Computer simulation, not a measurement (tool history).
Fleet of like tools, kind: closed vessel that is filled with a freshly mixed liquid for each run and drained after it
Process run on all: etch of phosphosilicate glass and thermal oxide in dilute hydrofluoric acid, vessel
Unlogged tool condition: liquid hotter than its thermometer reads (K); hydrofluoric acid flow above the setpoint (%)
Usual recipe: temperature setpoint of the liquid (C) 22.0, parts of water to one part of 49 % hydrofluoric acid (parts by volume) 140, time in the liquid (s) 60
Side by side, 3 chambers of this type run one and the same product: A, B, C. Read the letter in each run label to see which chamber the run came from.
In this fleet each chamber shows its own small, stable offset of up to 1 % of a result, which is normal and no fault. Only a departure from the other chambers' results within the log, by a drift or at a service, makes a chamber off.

| run | hour | temperature setpoint of the liquid (C) | parts of water to one part of 49 % hydrofluoric acid (parts by volume) | time in the liquid (s) | hours since the thermometer was replaced | hours since the hydrofluoric acid flow meter was replaced | read-back film thickness of the phosphosilicate glass reference wafer, read on the same gauge (nm) | read-back film thickness of the thermal oxide reference wafer, read on the same gauge (nm) | thickness taken off the phosphosilicate glass on a monitor wafer (nm) | thickness taken off the thermal oxide on a monitor wafer (nm) |
|---|---|---|---|---|---|---|---|---|---|---|
| 1C | 6.0 | 22.0 | 140 | 60 | 1686.5 | 727.3 | 29.981 | 110.01 | 50.841 | 1.8663 |
| 2B | 12.6 | 22.0 | 140 | 60 | 925.2 | 791.4 | 30.010 | 110.00 | 50.446 | 1.7534 |
| 3A | 19.6 | 22.0 | 140 | 60 | 2409.7 | 241.0 | 30.017 | 109.99 | 50.600 | 1.7889 |
| 4B | 26.4 | 22.0 | 140 | 60 | 939.0 | 805.2 | 29.991 | 110.03 | 50.553 | 1.8379 |
| 5C | 31.5 | 22.0 | 140 | 60 | 1712.0 | 752.8 | 29.991 | 110.00 | 50.668 | 1.8089 |
| 6A | 35.8 | 22.0 | 140 | 60 | 2425.9 | 257.2 | 29.997 | 110.02 | 50.579 | 1.7209 |
| 7C | 39.6 | 22.0 | 140 | 60 | 1720.1 | 760.9 | 30.008 | 110.05 | 50.532 | 1.7812 |
| 8A | 43.2 | 20.0 | 140 | 45 | 2433.3 | 264.6 | 30.003 | 110.06 | 34.759 | 1.2094 |
| 9B | 49.4 | 20.0 | 140 | 45 | 962.0 | 828.2 | 30.015 | 109.96 | 34.943 | 1.2270 |
| 10A | 56.9 | 20.0 | 140 | 45 | 2447.0 | 278.3 | 29.996 | 110.00 | 34.974 | 1.1868 |
| 11C | 62.8 | 18.5 | 190 | 60 | 1743.3 | 784.1 | 30.000 | 110.02 | 30.768 | 1.1111 |
| 12B | 68.1 | 18.5 | 190 | 60 | 980.7 | 846.9 | 30.008 | 109.98 | 30.785 | 1.0743 |
| 13B | 75.2 | 18.5 | 190 | 60 | 987.8 | 854.0 | 30.015 | 109.97 | 30.899 | 1.0854 |
|  | 80.9 | chamber C: hydrofluoric acid flow meter replaced |
| 14C | 82.0 | 22.0 | 140 | 60 | 1762.5 | 1.2 | 29.999 | 110.02 | 50.549 | 1.7910 |
| 15A | 89.4 | 22.0 | 140 | 60 | 2479.5 | 310.8 | 29.999 | 109.96 | 50.436 | 1.7994 |
| 16B | 97.1 | 22.0 | 140 | 60 | 1009.7 | 875.9 | 29.990 | 110.01 | 50.213 | 1.8095 |
|  | 97.6 | chamber A: thermometer replaced |
| 17A | 102.9 | 22.0 | 140 | 60 | 5.3 | 324.3 | 29.982 | 110.02 | 50.783 | 1.7470 |
| 18C | 110.3 | 22.0 | 140 | 60 | 1790.8 | 29.5 | 29.991 | 110.01 | 50.856 | 1.7231 |
| 19A | 116.3 | 22.0 | 140 | 90 | 18.7 | 337.7 | 30.016 | 109.97 | 75.821 | 2.5367 |
| 20B | 119.9 | 22.0 | 140 | 90 | 1032.5 | 898.7 | 30.000 | 110.01 | 75.965 | 2.6322 |
| 21C | 127.4 | 22.0 | 140 | 90 | 1807.9 | 46.6 | 30.003 | 110.05 | 75.968 | 2.6447 |
| 22A | 135.2 | 22.0 | 140 | 60 | 37.6 | 356.6 | 29.985 | 109.97 | 50.481 | 1.8185 |
| 23B | 139.0 | 22.0 | 140 | 60 | 1051.6 | 917.8 | 29.992 | 109.98 | 50.830 | 1.8020 |
| 24C | 144.3 | 22.0 | 140 | 60 | 1824.8 | 63.5 | 29.993 | 109.99 | 50.831 | 1.8498 |
| 25B | 148.9 | 22.0 | 140 | 60 | 1061.5 | 927.7 | 30.011 | 110.04 | 50.247 | 1.7285 |
| 26C | 156.5 | 22.0 | 140 | 60 | 1837.0 | 75.7 | 30.001 | 110.01 | 50.302 | 1.8308 |

Is one chamber off against the others, does the gauge drift, or is nothing wrong? If a chamber is off, say which, and what the likeliest cause is.

Beyond each chamber's small constant offset nothing stands out, and the gauge stays steady.
